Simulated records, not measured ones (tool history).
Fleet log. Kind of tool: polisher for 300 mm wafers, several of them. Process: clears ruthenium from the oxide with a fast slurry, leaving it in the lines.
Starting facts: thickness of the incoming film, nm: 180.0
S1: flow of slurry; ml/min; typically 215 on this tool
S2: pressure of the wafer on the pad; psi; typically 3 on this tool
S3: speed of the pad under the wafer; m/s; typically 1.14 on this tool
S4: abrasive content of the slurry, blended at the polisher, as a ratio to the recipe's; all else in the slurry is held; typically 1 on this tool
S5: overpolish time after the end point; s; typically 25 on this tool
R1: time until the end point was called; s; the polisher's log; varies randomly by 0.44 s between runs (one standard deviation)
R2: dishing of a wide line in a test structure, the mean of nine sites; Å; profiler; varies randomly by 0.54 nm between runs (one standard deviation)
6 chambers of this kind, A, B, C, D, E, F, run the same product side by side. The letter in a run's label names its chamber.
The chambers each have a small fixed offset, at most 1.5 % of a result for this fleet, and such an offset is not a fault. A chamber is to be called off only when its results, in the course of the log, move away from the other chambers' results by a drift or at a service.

{"run": "1B", "hour": 5.5, "S1": 215, "S2": 3, "S3": 1.14, "S4": 1, "S5": 25, "R1": 43.67, "R2": 487.11}
{"run": "2D", "hour": 10.5, "S1": 215, "S2": 3, "S3": 1.14, "S4": 1, "S5": 25, "R1": 42.691, "R2": 488.96}
{"hour": 11.1, "done": "chamber C: slurry blender recalibrated"}
{"run": "3A", "hour": 13.9, "S1": 215, "S2": 3, "S3": 1.14, "S4": 1, "S5": 25, "R1": 42.139, "R2": 485.23}
{"run": "4C", "hour": 19.4, "S1": 215, "S2": 3, "S3": 1.14, "S4": 1, "S5": 25, "R1": 43.055, "R2": 492.06}
{"hour": 19.5, "done": "chamber C: worn pad replaced by a new one"}
{"run": "5E", "hour": 23.4, "S1": 215, "S2": 3, "S3": 1.14, "S4": 1, "S5": 25, "R1": 43.509, "R2": 472.65}
{"run": "6F", "hour": 26.5, "S1": 215, "S2": 3, "S3": 1.14, "S4": 1, "S5": 25, "R1": 42.854, "R2": 483.42}
{"run": "7F", "hour": 32.9, "S1": 215, "S2": 3, "S3": 1.14, "S4": 1, "S5": 25, "R1": 43.067, "R2": 483.75}
{"hour": 35.7, "done": "chamber A: slurry nozzle cleaned"}
{"run": "8D", "hour": 38.2, "S1": 215, "S2": 3.5, "S3": 1.36, "S4": 1, "S5": 25, "R1": 31.526, "R2": 545.35}
{"run": "9C", "hour": 44.1, "S1": 215, "S2": 3.5, "S3": 1.36, "S4": 1, "S5": 25, "R1": 31.413, "R2": 558.13}
{"hour": 44.8, "done": "chamber E: worn pad replaced by a new one"}
{"hour": 45.3, "done": "chamber E: head pressure recalibrated"}
{"hour": 46.6, "done": "chamber A: worn pad replaced by a new one"}
{"run": "10A", "hour": 47.8, "S1": 215, "S2": 3.5, "S3": 1.36, "S4": 1, "S5": 25, "R1": 30.702, "R2": 546.56}
{"run": "11E", "hour": 51.9, "S1": 215, "S2": 3.5, "S3": 1.36, "S4": 1, "S5": 25, "R1": 29.96, "R2": 547.8}
{"hour": 52.8, "done": "chamber F: slurry nozzle cleaned"}
{"run": "12B", "hour": 54.7, "S1": 215, "S2": 3.5, "S3": 1.36, "S4": 1, "S5": 25, "R1": 31.131, "R2": 545.32}
{"run": "13D", "hour": 58.7, "S1": 215, "S2": 3.5, "S3": 1.36, "S4": 1, "S5": 25, "R1": 31.059, "R2": 547.07}
{"hour": 59.1, "done": "chamber F: worn pad replaced by a new one"}
{"run": "14E", "hour": 63.5, "S1": 215, "S2": 3, "S3": 1.14, "S4": 1, "S5": 25, "R1": 42.4, "R2": 478.81}
{"run": "15C", "hour": 66.6, "S1": 215, "S2": 3, "S3": 1.14, "S4": 1, "S5": 25, "R1": 42.814, "R2": 475.2}
{"run": "16B", "hour": 70.6, "S1": 215, "S2": 3, "S3": 1.14, "S4": 1, "S5": 25, "R1": 44.225, "R2": 483.64}
{"run": "17A", "hour": 76.3, "S1": 215, "S2": 3, "S3": 1.14, "S4": 1, "S5": 25, "R1": 43.136, "R2": 476.6}
{"hour": 78.3, "done": "chamber D: worn pad replaced by a new one"}
{"run": "18F", "hour": 79.6, "S1": 215, "S2": 3, "S3": 1.14, "S4": 1, "S5": 25, "R1": 42.645, "R2": 480.24}
{"run": "19C", "hour": 84.4, "S1": 215, "S2": 3, "S3": 1.14, "S4": 1, "S5": 25, "R1": 43.175, "R2": 475.29}
{"hour": 85.9, "done": "chamber D: slurry blender recalibrated"}
{"run": "20D", "hour": 88.2, "S1": 215, "S2": 3, "S3": 1.14, "S4": 1, "S5": 25, "R1": 42.633, "R2": 494.23}
{"hour": 88.4, "done": "chamber C: worn pad replaced by a new one"}
{"run": "21A", "hour": 94.5, "S1": 215, "S2": 3, "S3": 1.14, "S4": 1, "S5": 25, "R1": 41.81, "R2": 479.82}
{"run": "22F", "hour": 99.3, "S1": 215, "S2": 3, "S3": 1.14, "S4": 1, "S5": 25, "R1": 43.237, "R2": 487.46}
{"run": "23E", "hour": 103.7, "S1": 215, "S2": 3, "S3": 1.14, "S4": 1, "S5": 25, "R1": 41.778, "R2": 478.45}
{"run": "24B", "hour": 106.9, "S1": 215, "S2": 3, "S3": 1.14, "S4": 1, "S5": 25, "R1": 45.005, "R2": 480.68}
{"run": "25B", "hour": 110.8, "S1": 215, "S2": 2.6, "S3": 1.14, "S4": 1, "S5": 25, "R1": 53.524, "R2": 443.77}
{"run": "26D", "hour": 115.6, "S1": 215, "S2": 2.6, "S3": 1.14, "S4": 1, "S5": 25, "R1": 49.829, "R2": 459.57}
{"run": "27C", "hour": 120.8, "S1": 215, "S2": 2.6, "S3": 1.14, "S4": 1, "S5": 25, "R1": 49.916, "R2": 464.32}
{"run": "28A", "hour": 126.0, "S1": 215, "S2": 2.6, "S3": 1.14, "S4": 1, "S5": 25, "R1": 48.673, "R2": 446.87}
{"run": "29F", "hour": 129.9, "S1": 215, "S2": 2.6, "S3": 1.14, "S4": 1, "S5": 25, "R1": 49.218, "R2": 463.25}
{"hour": 130.0, "done": "chamber F: worn pad replaced by a new one"}
{"hour": 130.5, "done": "chamber A: worn pad replaced by a new one"}
{"run": "30E", "hour": 133.5, "S1": 215, "S2": 2.6, "S3": 1.14, "S4": 1, "S5": 25, "R1": 50.1, "R2": 457.59}
{"run": "31B", "hour": 138.6, "S1": 215, "S2": 3, "S3": 1.14, "S4": 1, "S5": 25, "R1": 45.133, "R2": 470.09}
{"hour": 142.0, "done": "chamber B: slurry blender recalibrated"}
{"run": "32C", "hour": 143.2, "S1": 215, "S2": 2.5, "S3": 1.14, "S4": 1, "S5": 25, "R1": 52.335, "R2": 446.91}
{"hour": 146.1, "done": "chamber C: worn pad replaced by a new one"}
{"run": "33F", "hour": 147.7, "S1": 215, "S2": 2.5, "S3": 1.14, "S4": 1, "S5": 25, "R1": 51.758, "R2": 455.02}
{"run": "34D", "hour": 153.3, "S1": 215, "S2": 2.5, "S3": 1.14, "S4": 1, "S5": 25, "R1": 50.698, "R2": 448.59}
{"hour": 156.5, "done": "chamber D: worn pad replaced by a new one"}
{"run": "35E", "hour": 159.7, "S1": 215, "S2": 2.5, "S3": 1.14, "S4": 1, "S5": 25, "R1": 50.811, "R2": 438.63}
{"run": "36A", "hour": 165.7, "S1": 215, "S2": 2.5, "S3": 1.14, "S4": 1, "S5": 25, "R1": 51.193, "R2": 441.94}
{"run": "37F", "hour": 171.4, "S1": 215, "S2": 2.5, "S3": 1.14, "S4": 1, "S5": 25, "R1": 51.53, "R2": 441.38}
{"run": "38D", "hour": 174.9, "S1": 215, "S2": 3, "S3": 1.14, "S4": 1, "S5": 25, "R1": 42.668, "R2": 487.73}
{"hour": 177.9, "done": "chamber B: slurry nozzle cleaned"}
{"run": "39E", "hour": 180.2, "S1": 215, "S2": 3, "S3": 1.14, "S4": 1, "S5": 25, "R1": 42.861, "R2": 468.16}
{"run": "40B", "hour": 184.2, "S1": 215, "S2": 3, "S3": 1.14, "S4": 1, "S5": 25, "R1": 46.824, "R2": 470.57}
{"run": "41A", "hour": 188.1, "S1": 215, "S2": 3, "S3": 1.14, "S4": 1, "S5": 25, "R1": 41.821, "R2": 481.99}
{"run": "42C", "hour": 191.3, "S1": 215, "S2": 3, "S3": 1.14, "S4": 1, "S5": 25, "R1": 42.414, "R2": 497.42}
{"run": "43E", "hour": 197.1, "S1": 215, "S2": 3, "S3": 1.14, "S4": 1, "S5": 25, "R1": 42.112, "R2": 490.83}

Read the log: is a single chamber off, either drifting away or since a service, is the gauge that measures every chamber drifting, or is nothing wrong beyond small per-chamber offsets? Name any odd chamber and what most likely caused it.

Chamber B drifts away from the others.
Cause: removal rate lost through wear of the pad, % = 10.
Not necessarily distinguishable in this log from: head's pressure below its setpoint, %.

Which of the 4 candidates below, each the usual settings with something changed and its results left as question marks, puts chamber B back in line with what the other chambers give on the usual settings?
In line here means within this much of the mean the other chambers give on the usual settings: R1 1.6 s; R2 19 Å
{"run": "44B-1", "hour": 201.7, "S1": 215, "S2": 2.8, "S3": 1.08, "S4": 1, "S5": 26, "R1": "?", "R2": "?"}
{"run": "44B-2", "hour": 201.7, "S1": 220, "S2": 3.3, "S3": 1.28, "S4": 1.05, "S5": 24, "R1": "?", "R2": "?"}
{"run": "44B-3", "hour": 201.7, "S1": 215, "S2": 3.2, "S3": 1.2, "S4": 1, "S5": 25, "R1": "?", "R2": "?"}
{"run": "44B-4", "hour": 201.7, "S1": 210, "S2": 2.7, "S3": 1.02, "S4": 0.95, "S5": 26, "R1": "?", "R2": "?"}

Usual-settings mean across the other chambers: R1 42.853 s; R2 483.9 Å
run=44B-1 R1=54.549 R2=442.01
run=44B-2 R1=38.052 R2=499.95
run=44B-3 R1=42.899 R2=484.4
run=44B-4 R1=61.51 R2=415.39
The right change is 44B-3: it brings the chamber back within the allowed miss of the others.
